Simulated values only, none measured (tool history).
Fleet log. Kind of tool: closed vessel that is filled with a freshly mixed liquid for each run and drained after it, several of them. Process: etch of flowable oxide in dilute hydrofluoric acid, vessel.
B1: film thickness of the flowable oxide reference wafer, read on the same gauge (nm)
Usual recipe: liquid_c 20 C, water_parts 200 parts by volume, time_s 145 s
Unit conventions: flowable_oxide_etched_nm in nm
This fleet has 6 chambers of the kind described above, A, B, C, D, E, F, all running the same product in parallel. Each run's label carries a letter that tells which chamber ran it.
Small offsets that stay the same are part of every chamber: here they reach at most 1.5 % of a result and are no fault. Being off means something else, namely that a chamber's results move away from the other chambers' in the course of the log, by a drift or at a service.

run 1A hour=8.4 | liquid_c=20 water_parts=200 time_s=145 | B1=149.99 | flowable_oxide_etched_nm=14.552
run 2C hour=15.0 | liquid_c=20 water_parts=200 time_s=145 | B1=150.02 | flowable_oxide_etched_nm=14.411
run 3E hour=20.5 | liquid_c=20 water_parts=200 time_s=145 | B1=150.02 | flowable_oxide_etched_nm=14.717
run 4F hour=29.4 | liquid_c=20 water_parts=200 time_s=145 | B1=149.98 | flowable_oxide_etched_nm=14.642
-- hour=35.4 chamber F: hydrofluoric acid flow meter replaced
run 5D hour=35.8 | liquid_c=20 water_parts=200 time_s=145 | B1=150.00 | flowable_oxide_etched_nm=14.688
run 6B hour=44.3 | liquid_c=24 water_parts=200 time_s=145 | B1=150.01 | flowable_oxide_etched_nm=17.161
run 7C hour=50.3 | liquid_c=24 water_parts=200 time_s=145 | B1=149.99 | flowable_oxide_etched_nm=16.852
run 8D hour=55.3 | liquid_c=24 water_parts=200 time_s=145 | B1=149.99 | flowable_oxide_etched_nm=16.791
run 9F hour=61.9 | liquid_c=24 water_parts=200 time_s=145 | B1=149.99 | flowable_oxide_etched_nm=17.146
run 10A hour=68.3 | liquid_c=24 water_parts=200 time_s=145 | B1=150.01 | flowable_oxide_etched_nm=16.987
run 11B hour=75.6 | liquid_c=24 water_parts=200 time_s=145 | B1=149.98 | flowable_oxide_etched_nm=17.006
run 12E hour=82.1 | liquid_c=20 water_parts=200 time_s=145 | B1=150.01 | flowable_oxide_etched_nm=14.336
run 13C hour=89.5 | liquid_c=20 water_parts=200 time_s=145 | B1=149.98 | flowable_oxide_etched_nm=14.512
run 14D hour=95.1 | liquid_c=20 water_parts=200 time_s=145 | B1=150.03 | flowable_oxide_etched_nm=14.676
run 15B hour=101.0 | liquid_c=20 water_parts=200 time_s=145 | B1=150.01 | flowable_oxide_etched_nm=14.949
run 16F hour=107.9 | liquid_c=20 water_parts=200 time_s=145 | B1=150.00 | flowable_oxide_etched_nm=14.684
run 17A hour=113.1 | liquid_c=20 water_parts=200 time_s=145 | B1=150.00 | flowable_oxide_etched_nm=14.410
run 18E hour=118.2 | liquid_c=20 water_parts=200 time_s=145 | B1=149.99 | flowable_oxide_etched_nm=14.494
run 19C hour=126.7 | liquid_c=20 water_parts=200 time_s=145 | B1=150.01 | flowable_oxide_etched_nm=14.563
run 20B hour=135.2 | liquid_c=20 water_parts=200 time_s=145 | B1=150.00 | flowable_oxide_etched_nm=14.671
run 21D hour=141.1 | liquid_c=20 water_parts=200 time_s=215 | B1=150.01 | flowable_oxide_etched_nm=21.433
run 22A hour=145.3 | liquid_c=20 water_parts=200 time_s=215 | B1=150.01 | flowable_oxide_etched_nm=22.190
run 23E hour=149.5 | liquid_c=20 water_parts=200 time_s=215 | B1=150.00 | flowable_oxide_etched_nm=21.604
run 24F hour=154.4 | liquid_c=20 water_parts=200 time_s=215 | B1=150.01 | flowable_oxide_etched_nm=21.792
run 25B hour=160.2 | liquid_c=20 water_parts=200 time_s=215 | B1=149.98 | flowable_oxide_etched_nm=21.892
run 26A hour=165.2 | liquid_c=20 water_parts=200 time_s=215 | B1=149.99 | flowable_oxide_etched_nm=22.532
run 27D hour=170.4 | liquid_c=20 water_parts=200 time_s=145 | B1=149.98 | flowable_oxide_etched_nm=14.414
run 28F hour=174.9 | liquid_c=20 water_parts=200 time_s=145 | B1=149.99 | flowable_oxide_etched_nm=14.395
run 29E hour=179.1 | liquid_c=20 water_parts=200 time_s=145 | B1=150.04 | flowable_oxide_etched_nm=14.618
run 30C hour=187.7 | liquid_c=22 water_parts=200 time_s=175 | B1=150.03 | flowable_oxide_etched_nm=18.668
run 31D hour=196.2 | liquid_c=22 water_parts=200 time_s=175 | B1=150.00 | flowable_oxide_etched_nm=18.931
run 32F hour=202.4 | liquid_c=22 water_parts=200 time_s=175 | B1=150.00 | flowable_oxide_etched_nm=19.131
run 33A hour=210.4 | liquid_c=22 water_parts=200 time_s=175 | B1=149.98 | flowable_oxide_etched_nm=19.916
run 34B hour=214.8 | liquid_c=22 water_parts=200 time_s=175 | B1=150.02 | flowable_oxide_etched_nm=19.504
run 35E hour=219.3 | liquid_c=22 water_parts=200 time_s=175 | B1=150.00 | flowable_oxide_etched_nm=18.683
run 36C hour=224.0 | liquid_c=20 water_parts=200 time_s=145 | B1=150.03 | flowable_oxide_etched_nm=14.675
run 37B hour=229.5 | liquid_c=20 water_parts=200 time_s=145 | B1=149.99 | flowable_oxide_etched_nm=14.597
run 38A hour=236.7 | liquid_c=20 water_parts=200 time_s=145 | B1=150.04 | flowable_oxide_etched_nm=15.364
run 39F hour=242.0 | liquid_c=20 water_parts=200 time_s=145 | B1=150.00 | flowable_oxide_etched_nm=14.574
run 40E hour=249.6 | liquid_c=20 water_parts=200 time_s=145 | B1=150.00 | flowable_oxide_etched_nm=14.417
-- hour=250.7 chamber C: thermometer replaced
run 41D hour=257.4 | liquid_c=20 water_parts=200 time_s=145 | B1=149.97 | flowable_oxide_etched_nm=14.707
run 42C hour=264.7 | liquid_c=20 water_parts=200 time_s=145 | B1=149.99 | flowable_oxide_etched_nm=14.741
run 43B hour=269.6 | liquid_c=20 water_parts=200 time_s=145 | B1=150.01 | flowable_oxide_etched_nm=14.709

All 6 chambers run these settings next. Forecast each chamber's results:
run 44A hour=276.1 | liquid_c=20 water_parts=200 time_s=145 | flowable_oxide_etched_nm=?
run 44B hour=276.1 | liquid_c=20 water_parts=200 time_s=145 | flowable_oxide_etched_nm=?
run 44C hour=276.1 | liquid_c=20 water_parts=200 time_s=145 | flowable_oxide_etched_nm=?
run 44D hour=276.1 | liquid_c=20 water_parts=200 time_s=145 | flowable_oxide_etched_nm=?
run 44E hour=276.1 | liquid_c=20 water_parts=200 time_s=145 | flowable_oxide_etched_nm=?
run 44F hour=276.1 | liquid_c=20 water_parts=200 time_s=145 | flowable_oxide_etched_nm=?

run=44A flowable_oxide_etched_nm=15.897
run=44B flowable_oxide_etched_nm=14.663
run=44C flowable_oxide_etched_nm=14.576
run=44D flowable_oxide_etched_nm=14.854
run=44E flowable_oxide_etched_nm=14.202
run=44F flowable_oxide_etched_nm=14.729

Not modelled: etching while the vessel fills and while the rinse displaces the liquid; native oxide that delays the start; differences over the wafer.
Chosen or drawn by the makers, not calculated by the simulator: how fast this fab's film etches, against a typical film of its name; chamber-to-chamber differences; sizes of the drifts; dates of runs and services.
